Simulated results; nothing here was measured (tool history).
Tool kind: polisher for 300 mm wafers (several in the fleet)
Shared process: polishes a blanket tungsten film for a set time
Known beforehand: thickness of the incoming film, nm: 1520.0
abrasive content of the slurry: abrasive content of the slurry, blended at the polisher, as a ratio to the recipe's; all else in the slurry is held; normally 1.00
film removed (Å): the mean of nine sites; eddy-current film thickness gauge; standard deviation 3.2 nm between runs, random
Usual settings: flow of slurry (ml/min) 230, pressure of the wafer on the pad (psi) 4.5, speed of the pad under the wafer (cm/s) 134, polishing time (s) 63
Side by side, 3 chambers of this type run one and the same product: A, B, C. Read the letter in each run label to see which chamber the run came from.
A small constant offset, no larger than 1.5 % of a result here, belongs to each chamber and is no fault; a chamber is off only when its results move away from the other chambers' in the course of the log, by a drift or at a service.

run	hour	flow of slurry (ml/min)	pressure of the wafer on the pad (psi)	speed of the pad under the wafer (cm/s)	abrasive content of the slurry	polishing time (s)	wafers polished on this pad	hours since the slurry nozzle was cleaned	hours since the head pressure was calibrated	hours since the slurry blender was calibrated	hours since the slurry got fresh peroxide	film removed (Å)
1A	11.1	230	4.5	134	1.00	63	622	508.5	162.0	56.6	76.0	4566.9
# hour 11.6: chamber C: worn pad replaced by a new one
2C	21.8	230	4.5	134	1.00	63	140	436.0	343.7	194.9	86.5	4659.3
3B	28.1	230	4.5	134	1.00	63	1065	141.7	302.6	161.1	29.9	4602.2
# hour 38.1: chamber B: worn pad replaced by a new one
4C	38.7	230	4.5	134	1.00	63	372	452.9	360.6	211.8	103.4	4685.3
# hour 44.6: chamber A: worn pad replaced by a new one
5B	48.5	230	4.5	134	1.00	63	144	162.1	323.0	181.5	50.3	4470.0
6A	54.8	230	4.5	134	1.00	63	140	552.2	205.7	100.3	119.7	4575.7
7B	61.0	230	4.5	134	1.00	63	315	174.6	335.5	194.0	62.8	4512.7
# hour 65.1: chamber B: slurry tank refilled with fresh slurry and peroxide
8A	69.0	230	4.5	134	1.00	63	335	566.4	219.9	114.5	133.9	4631.8
9C	77.8	230	4.5	134	0.85	49	909	492.0	399.7	250.9	142.5	3390.6
# hour 78.5: chamber C: slurry nozzle cleaned
# hour 78.9: chamber A: slurry tank refilled with fresh slurry and peroxide
10C	85.1	230	4.5	134	0.85	49	1009	6.6	407.0	258.2	149.8	3427.7
11B	92.4	230	4.5	134	0.85	49	746	206.0	366.9	225.4	27.4	3383.1
12A	99.0	265	4.5	98	1.00	63	747	596.4	249.9	144.5	20.2	3351.1
# hour 99.7: chamber C: worn pad replaced by a new one
13B	105.1	265	4.5	98	1.00	63	920	218.7	379.6	238.1	40.1	3373.8
# hour 105.9: chamber C: slurry blender recalibrated
# hour 106.1: chamber A: worn pad replaced by a new one
14C	113.4	265	4.5	98	1.00	63	188	34.9	435.3	7.6	178.1	3431.8
# hour 119.8: chamber B: slurry blender recalibrated
15A	121.5	230	4.5	134	1.00	63	212	618.9	272.4	167.0	42.7	4572.9
# hour 124.7: chamber B: head pressure recalibrated
# hour 124.7: chamber A: slurry blender recalibrated
16B	128.3	200	3.5	134	1.00	63	1239	241.9	3.6	8.6	63.3	3427.3
# hour 129.2: chamber B: slurry tank refilled with fresh slurry and peroxide
# hour 134.0: chamber B: worn pad replaced by a new one
17A	136.9	200	3.5	134	1.00	63	423	634.3	287.8	12.2	58.1	3481.6
# hour 140.0: chamber C: slurry tank refilled with fresh slurry and peroxide
18C	147.6	200	3.5	134	1.00	63	658	69.1	469.5	41.8	7.7	3521.8
19C	157.7	230	4.5	134	1.00	63	796	79.2	479.6	51.9	17.8	4587.8
20B	162.6	230	4.5	134	1.00	63	393	276.2	37.9	42.9	33.5	4465.3
21A	168.9	230	4.5	134	1.00	63	862	666.3	319.8	44.2	90.1	4450.5
# hour 170.9: chamber B: slurry nozzle cleaned
22C	175.0	230	4.0	134	1.00	63	1034	96.5	496.9	69.2	35.1	4100.0
# hour 180.5: chamber C: worn pad replaced by a new one
# hour 183.2: chamber A: worn pad replaced by a new one
23B	184.3	230	4.0	134	1.00	63	691	13.5	59.6	64.6	55.2	4011.6
# hour 189.7: chamber B: slurry tank refilled with fresh slurry and peroxide
24A	193.0	230	4.0	134	1.00	63	135	690.4	343.9	68.3	114.2	4033.5
25C	199.7	230	4.5	134	1.00	63	264	121.2	521.6	93.9	59.8	4621.9
# hour 201.6: chamber A: slurry tank refilled with fresh slurry and peroxide
26B	208.1	230	4.5	134	1.00	63	1017	37.3	83.4	88.4	18.4	4542.3
# hour 210.6: chamber A: head pressure recalibrated
27A	216.5	160	4.5	134	1.00	63	457	713.9	6.0	91.8	14.9	4186.3
# hour 222.5: chamber B: worn pad replaced by a new one
28C	225.7	160	4.5	134	1.00	63	621	147.2	547.6	119.9	85.8	4429.2
29A	233.1	160	4.5	134	1.00	63	685	730.5	22.6	108.4	31.5	4108.2
# hour 243.0: chamber B: slurry tank refilled with fresh slurry and peroxide
30B	244.0	230	4.5	134	1.00	63	295	73.2	119.3	124.3	1.0	4538.2
31C	252.4	230	4.5	134	1.00	63	987	173.9	574.3	146.6	112.5	4578.6

Has any chamber moved away from the others, gradually or after a service, or does the common gauge drift, or do the chambers differ only by their own small steady offsets? State the chamber and the most likely cause if one applies.

Chamber A drifts away from the others.
Likeliest cause: slurry flow missing at the pad, % = 28.2.

Here are 4 candidates for chamber A's next run, each the usual settings with a change, their results left as question marks. Which one brings its results back in line with what the others give on the usual settings?
A result is in line if it is within this distance of the other chambers' mean on the usual settings: film removed (Å) 110.0
32A-1	260.3	225	4.1	134	1.00	63						?
32A-2	260.3	235	4.5	146	1.00	63						?
32A-3	260.3	230	4.6	136	1.00	64						?
32A-4	260.3	230	4.4	132	1.00	62						?

Mean of the other chambers on the usual settings: film removed (Å) 4578.2
run	film removed (Å)
32A-1	3966.4
32A-2	4784.3
32A-3	4608.0
32A-4	4141.6
It is 32A-3 that realigns the chamber with its peers.

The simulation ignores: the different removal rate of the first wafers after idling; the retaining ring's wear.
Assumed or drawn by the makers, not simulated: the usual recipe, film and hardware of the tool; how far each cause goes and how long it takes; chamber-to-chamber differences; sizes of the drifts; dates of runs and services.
